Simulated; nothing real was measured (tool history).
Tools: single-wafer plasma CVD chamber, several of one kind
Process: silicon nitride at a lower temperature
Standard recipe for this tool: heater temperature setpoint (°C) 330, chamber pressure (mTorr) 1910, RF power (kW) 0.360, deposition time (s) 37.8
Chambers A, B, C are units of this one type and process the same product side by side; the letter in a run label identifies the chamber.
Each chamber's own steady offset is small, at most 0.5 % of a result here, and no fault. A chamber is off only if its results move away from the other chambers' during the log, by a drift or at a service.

| run | hour | heater temperature setpoint (°C) | chamber pressure (mTorr) | RF power (kW) | deposition time (s) | hours since the last thermocouple change | hours since the last RF generator calibration | hours since the last manometer calibration | read-back reference wafer on the same gauge, thickness_nm | mean film thickness on the monitor wafer (nm) |
|---|---|---|---|---|---|---|---|---|---|---|
| 1B | 11.8 | 330 | 1910 | 0.360 | 37.8 | 1145.0 | 623.9 | 2375.6 | 53.295 | 52.558 |
| 2A | 20.9 | 330 | 1910 | 0.360 | 37.8 | 1134.8 | 1780.7 | 906.2 | 53.264 | 52.614 |
|  | 21.2 | chamber C: RF generator calibrated |
| 3C | 31.3 | 330 | 1910 | 0.360 | 37.8 | 606.0 | 10.1 | 74.3 | 53.287 | 52.726 |
| 4C | 39.5 | 330 | 1910 | 0.360 | 37.8 | 614.2 | 18.3 | 82.5 | 53.300 | 52.578 |
| 5A | 48.5 | 330 | 1910 | 0.360 | 37.8 | 1162.4 | 1808.3 | 933.8 | 53.333 | 52.786 |
| 6B | 58.8 | 330 | 1910 | 0.360 | 37.8 | 1192.0 | 670.9 | 2422.6 | 53.347 | 52.582 |
| 7B | 66.6 | 330 | 1910 | 0.360 | 37.8 | 1199.8 | 678.7 | 2430.4 | 53.320 | 52.457 |
| 8C | 77.8 | 330 | 2250 | 0.320 | 37.8 | 652.5 | 56.6 | 120.8 | 53.331 | 50.869 |
| 9A | 84.8 | 330 | 2250 | 0.320 | 37.8 | 1198.7 | 1844.6 | 970.1 | 53.285 | 50.690 |
| 10C | 95.5 | 330 | 2250 | 0.320 | 37.8 | 670.2 | 74.3 | 138.5 | 53.282 | 50.881 |
| 11A | 108.5 | 330 | 1910 | 0.360 | 37.8 | 1222.4 | 1868.3 | 993.8 | 53.316 | 52.258 |
| 12B | 120.4 | 330 | 1910 | 0.360 | 37.8 | 1253.6 | 732.5 | 2484.2 | 53.321 | 52.841 |
| 13B | 132.2 | 330 | 1910 | 0.360 | 37.8 | 1265.4 | 744.3 | 2496.0 | 53.297 | 52.299 |
| 14C | 140.9 | 330 | 1910 | 0.360 | 37.8 | 715.6 | 119.7 | 183.9 | 53.308 | 52.923 |
| 15A | 154.1 | 330 | 1910 | 0.360 | 37.8 | 1268.0 | 1913.9 | 1039.4 | 53.324 | 51.628 |
| 16B | 161.9 | 330 | 1910 | 0.360 | 37.8 | 1295.1 | 774.0 | 2525.7 | 53.309 | 52.532 |
| 17A | 170.7 | 330 | 1680 | 0.360 | 34.7 | 1284.6 | 1930.5 | 1056.0 | 53.275 | 45.606 |
| 18C | 180.5 | 330 | 1680 | 0.360 | 34.7 | 755.2 | 159.3 | 223.5 | 53.279 | 46.977 |
| 19B | 188.3 | 330 | 1680 | 0.360 | 34.7 | 1321.5 | 800.4 | 2552.1 | 53.247 | 46.476 |
| 20C | 198.4 | 330 | 1910 | 0.360 | 37.8 | 773.1 | 177.2 | 241.4 | 53.343 | 52.538 |

Is one chamber out of step, is the gauge drifting, or do the chambers differ by no more than their own small offsets? For an off chamber, give its letter and the likeliest cause.

Chamber A drifts away from the others.
Most likely cause: delivered RF power below the setpoint (%) = 5.49.

Here are 4 candidates for chamber A's next run, each the usual settings with a change, their results left as question marks. Which one brings its results back in line with what the others give on the usual settings?
Counts as in line when no further than this from what the other chambers average on the usual settings: mean film thickness on the monitor wafer (nm) 0.610
| 21A-1 | 208.0 | 330 | 1890 | 0.355 | 36.9 |  |  |  |  | ? |
| 21A-2 | 208.0 | 330 | 1910 | 0.360 | 39.2 |  |  |  |  | ? |
| 21A-3 | 208.0 | 330 | 1900 | 0.360 | 37.4 |  |  |  |  | ? |
| 21A-4 | 208.0 | 330 | 1920 | 0.360 | 38.2 |  |  |  |  | ? |

Other chambers, usual settings, mean: mean film thickness on the monitor wafer (nm) 52.671
| run | mean film thickness on the monitor wafer (nm) |
|---|---|
| 21A-1 | 48.885 |
| 21A-2 | 52.541 |
| 21A-3 | 50.063 |
| 21A-4 | 51.276 |
With 21A-2, the chamber falls back in line with the rest.
